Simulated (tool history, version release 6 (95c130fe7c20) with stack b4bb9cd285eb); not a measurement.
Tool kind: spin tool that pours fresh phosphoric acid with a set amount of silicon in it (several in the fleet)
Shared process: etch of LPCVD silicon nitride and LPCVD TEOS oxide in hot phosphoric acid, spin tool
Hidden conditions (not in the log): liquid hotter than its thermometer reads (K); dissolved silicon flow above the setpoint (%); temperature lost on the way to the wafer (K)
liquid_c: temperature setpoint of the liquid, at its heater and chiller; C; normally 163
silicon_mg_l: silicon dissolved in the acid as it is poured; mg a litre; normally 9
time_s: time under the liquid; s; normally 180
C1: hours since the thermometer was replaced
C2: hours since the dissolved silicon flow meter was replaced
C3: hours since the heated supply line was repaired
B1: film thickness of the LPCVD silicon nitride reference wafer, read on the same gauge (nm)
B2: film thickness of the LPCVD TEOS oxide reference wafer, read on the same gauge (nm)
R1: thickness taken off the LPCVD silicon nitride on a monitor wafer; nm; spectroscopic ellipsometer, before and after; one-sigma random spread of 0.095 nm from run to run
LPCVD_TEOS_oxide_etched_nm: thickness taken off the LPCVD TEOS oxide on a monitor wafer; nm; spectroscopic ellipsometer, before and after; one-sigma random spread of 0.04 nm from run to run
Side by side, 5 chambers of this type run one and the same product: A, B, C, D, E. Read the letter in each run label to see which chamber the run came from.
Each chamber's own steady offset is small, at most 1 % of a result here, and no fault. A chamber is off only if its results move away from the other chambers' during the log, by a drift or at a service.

Run 1A, hour 11.1: usual settings; C1 177.6; C2 298.5; C3 1198.8; B1 49.997; B2 120.04. Result: R1 17.842 nm, LPCVD_TEOS_oxide_etched_nm 0.53607 nm.
Run 2D, hour 19.8: usual settings; C1 1420; C2 1909.7; C3 774.5; B1 50.008; B2 119.96. Result: R1 18.008 nm, LPCVD_TEOS_oxide_etched_nm 0.60932 nm.
Run 3C, hour 27.1: usual settings; C1 485; C2 397.8; C3 3238.5; B1 49.983; B2 120.02. Result: R1 18.087 nm, LPCVD_TEOS_oxide_etched_nm 0.5363 nm.
Run 4E, hour 35: usual settings; C1 230.2; C2 1251.4; C3 1745.1; B1 50.023; B2 119.96. Result: R1 17.764 nm, LPCVD_TEOS_oxide_etched_nm 0.52977 nm.
At hour 37.2: chamber C: dissolved silicon flow meter replaced.
Run 5B, hour 44.7: usual settings; C1 688.5; C2 110.9; C3 1241.8; B1 49.976; B2 120. Result: R1 17.91 nm, LPCVD_TEOS_oxide_etched_nm 0.57702 nm.
Run 6D, hour 55.4: usual settings but silicon_mg_l 5.5 mg a litre, time_s 95 s; C1 1455.6; C2 1945.3; C3 810.1; B1 50.005; B2 119.95. Result: R1 9.476 nm, LPCVD_TEOS_oxide_etched_nm 0.27247 nm.
Run 7B, hour 65.9: usual settings but silicon_mg_l 5.5 mg a litre, time_s 95 s; C1 709.7; C2 132.1; C3 1263; B1 49.979; B2 119.97. Result: R1 9.4794 nm, LPCVD_TEOS_oxide_etched_nm 0.33166 nm.
Run 8E, hour 77.3: usual settings but silicon_mg_l 5.5 mg a litre, time_s 95 s; C1 272.5; C2 1293.7; C3 1787.4; B1 50.009; B2 119.98. Result: R1 9.4665 nm, LPCVD_TEOS_oxide_etched_nm 0.34716 nm.
Run 9C, hour 88.7: usual settings but silicon_mg_l 5.5 mg a litre, time_s 95 s; C1 546.6; C2 51.6; C3 3300.1; B1 50.006; B2 119.97. Result: R1 9.5866 nm, LPCVD_TEOS_oxide_etched_nm 0.35716 nm.
Run 10A, hour 99.5: usual settings but silicon_mg_l 5.5 mg a litre, time_s 95 s; C1 266; C2 386.9; C3 1287.2; B1 50.01; B2 119.96. Result: R1 9.5152 nm, LPCVD_TEOS_oxide_etched_nm 0.33957 nm.
Run 11C, hour 106.4: usual settings; C1 564.3; C2 69.3; C3 3317.8; B1 50.005; B2 119.99. Result: R1 18.029 nm, LPCVD_TEOS_oxide_etched_nm 0.60889 nm.
Run 12E, hour 114.5: usual settings; C1 309.7; C2 1330.9; C3 1824.6; B1 49.997; B2 119.99. Result: R1 17.898 nm, LPCVD_TEOS_oxide_etched_nm 0.51723 nm.
At hour 118.4: chamber E: dissolved silicon flow meter replaced.
Run 13B, hour 125.2: usual settings; C1 769; C2 191.4; C3 1322.3; B1 50.005; B2 119.99. Result: R1 18.385 nm, LPCVD_TEOS_oxide_etched_nm 0.64083 nm.
Run 14A, hour 133.3: usual settings; C1 299.8; C2 420.7; C3 1321; B1 50.011; B2 119.99. Result: R1 18.027 nm, LPCVD_TEOS_oxide_etched_nm 0.59992 nm.
Run 15D, hour 138.9: usual settings but liquid_c 161 C; C1 1539.1; C2 2028.8; C3 893.6; B1 49.972; B2 120.02. Result: R1 16.869 nm, LPCVD_TEOS_oxide_etched_nm 0.53926 nm.
Run 16D, hour 146.3: usual settings but liquid_c 161 C; C1 1546.5; C2 2036.2; C3 901; B1 50.01; B2 119.98. Result: R1 16.719 nm, LPCVD_TEOS_oxide_etched_nm 0.47084 nm.
Run 17B, hour 151.6: usual settings but liquid_c 161 C; C1 795.4; C2 217.8; C3 1348.7; B1 49.997; B2 120.02. Result: R1 17.159 nm, LPCVD_TEOS_oxide_etched_nm 0.57407 nm.
Run 18E, hour 161: usual settings but liquid_c 161 C; C1 356.2; C2 42.7; C3 1871.1; B1 49.978; B2 119.99. Result: R1 16.783 nm, LPCVD_TEOS_oxide_etched_nm 0.51874 nm.
Run 19A, hour 172: usual settings but liquid_c 161 C; C1 338.5; C2 459.4; C3 1359.7; B1 50.004; B2 120.05. Result: R1 16.796 nm, LPCVD_TEOS_oxide_etched_nm 0.52299 nm.
Run 20C, hour 177.5: usual settings; C1 635.4; C2 140.4; C3 3388.9; B1 49.999; B2 120.02. Result: R1 18.172 nm, LPCVD_TEOS_oxide_etched_nm 0.63934 nm.
Run 21A, hour 185.1: usual settings; C1 351.6; C2 472.5; C3 1372.8; B1 49.999; B2 119.97. Result: R1 17.952 nm, LPCVD_TEOS_oxide_etched_nm 0.65349 nm.
Run 22B, hour 194.3: usual settings; C1 838.1; C2 260.5; C3 1391.4; B1 49.977; B2 120. Result: R1 18.363 nm, LPCVD_TEOS_oxide_etched_nm 0.60162 nm.
Run 23C, hour 203.4: usual settings but silicon_mg_l 4.5 mg a litre, time_s 285 s; C1 661.3; C2 166.3; C3 3414.8; B1 50.001; B2 120.03. Result: R1 28.465 nm, LPCVD_TEOS_oxide_etched_nm 0.9562 nm.
At hour 206.8: chamber D: heated supply line repaired.
Run 24E, hour 212.9: usual settings but silicon_mg_l 4.5 mg a litre, time_s 285 s; C1 408.1; C2 94.6; C3 1923; B1 49.997; B2 119.98. Result: R1 28.452 nm, LPCVD_TEOS_oxide_etched_nm 1.0435 nm.
Run 25D, hour 220.2: usual settings but silicon_mg_l 4.5 mg a litre, time_s 285 s; C1 1620.4; C2 2110.1; C3 13.4; B1 50.017; B2 119.99. Result: R1 28.164 nm, LPCVD_TEOS_oxide_etched_nm 0.96976 nm.
Run 26A, hour 228.3: usual settings but silicon_mg_l 4.5 mg a litre, time_s 285 s; C1 394.8; C2 515.7; C3 1416; B1 49.997; B2 119.96. Result: R1 28.37 nm, LPCVD_TEOS_oxide_etched_nm 1.0852 nm.
Run 27D, hour 235.7: usual settings but silicon_mg_l 4.5 mg a litre, time_s 285 s; C1 1635.9; C2 2125.6; C3 28.9; B1 49.997; B2 120.02. Result: R1 28.454 nm, LPCVD_TEOS_oxide_etched_nm 0.92272 nm.
Run 28E, hour 244.8: usual settings; C1 440; C2 126.5; C3 1954.9; B1 50.011; B2 119.94. Result: R1 17.985 nm, LPCVD_TEOS_oxide_etched_nm 0.54287 nm.
Run 29B, hour 250.5: usual settings; C1 894.3; C2 316.7; C3 1447.6; B1 50.021; B2 119.99. Result: R1 18.907 nm, LPCVD_TEOS_oxide_etched_nm 0.65892 nm.
Run 30C, hour 261.2: usual settings; C1 719.1; C2 224.1; C3 3472.6; B1 50.022; B2 119.99. Result: R1 18.045 nm, LPCVD_TEOS_oxide_etched_nm 0.53886 nm.
Run 31B, hour 271.7: usual settings; C1 915.5; C2 337.9; C3 1468.8; B1 50.02; B2 119.95. Result: R1 18.868 nm, LPCVD_TEOS_oxide_etched_nm 0.7189 nm.
At hour 275.1: chamber D: dissolved silicon flow meter replaced.
Run 32E, hour 279.1: usual settings; C1 474.3; C2 160.8; C3 1989.2; B1 50; B2 119.99. Result: R1 17.944 nm, LPCVD_TEOS_oxide_etched_nm 0.55681 nm.
Run 33D, hour 289.3: usual settings but silicon_mg_l 11.5 mg a litre, time_s 135 s; C1 1689.5; C2 14.2; C3 82.5; B1 50.001; B2 120. Result: R1 13.521 nm, LPCVD_TEOS_oxide_etched_nm 0.37744 nm.

Next, every chamber runs the same settings. What will each give?
Run 34A, hour 297.8: usual settings but liquid_c 164.5 C. Result: R1 ?, LPCVD_TEOS_oxide_etched_nm ?.
Run 34B, hour 297.8: usual settings but liquid_c 164.5 C. Result: R1 ?, LPCVD_TEOS_oxide_etched_nm ?.
Run 34C, hour 297.8: usual settings but liquid_c 164.5 C. Result: R1 ?, LPCVD_TEOS_oxide_etched_nm ?.
Run 34D, hour 297.8: usual settings but liquid_c 164.5 C. Result: R1 ?, LPCVD_TEOS_oxide_etched_nm ?.
Run 34E, hour 297.8: usual settings but liquid_c 164.5 C. Result: R1 ?, LPCVD_TEOS_oxide_etched_nm ?.

run      R1  LPCVD_TEOS_oxide_etched_nm
34A  18.927                      0.6552
34B  20.017                     0.82742
34C  19.167                     0.63531
34D  18.853                     0.62966
34E  18.756                     0.67162

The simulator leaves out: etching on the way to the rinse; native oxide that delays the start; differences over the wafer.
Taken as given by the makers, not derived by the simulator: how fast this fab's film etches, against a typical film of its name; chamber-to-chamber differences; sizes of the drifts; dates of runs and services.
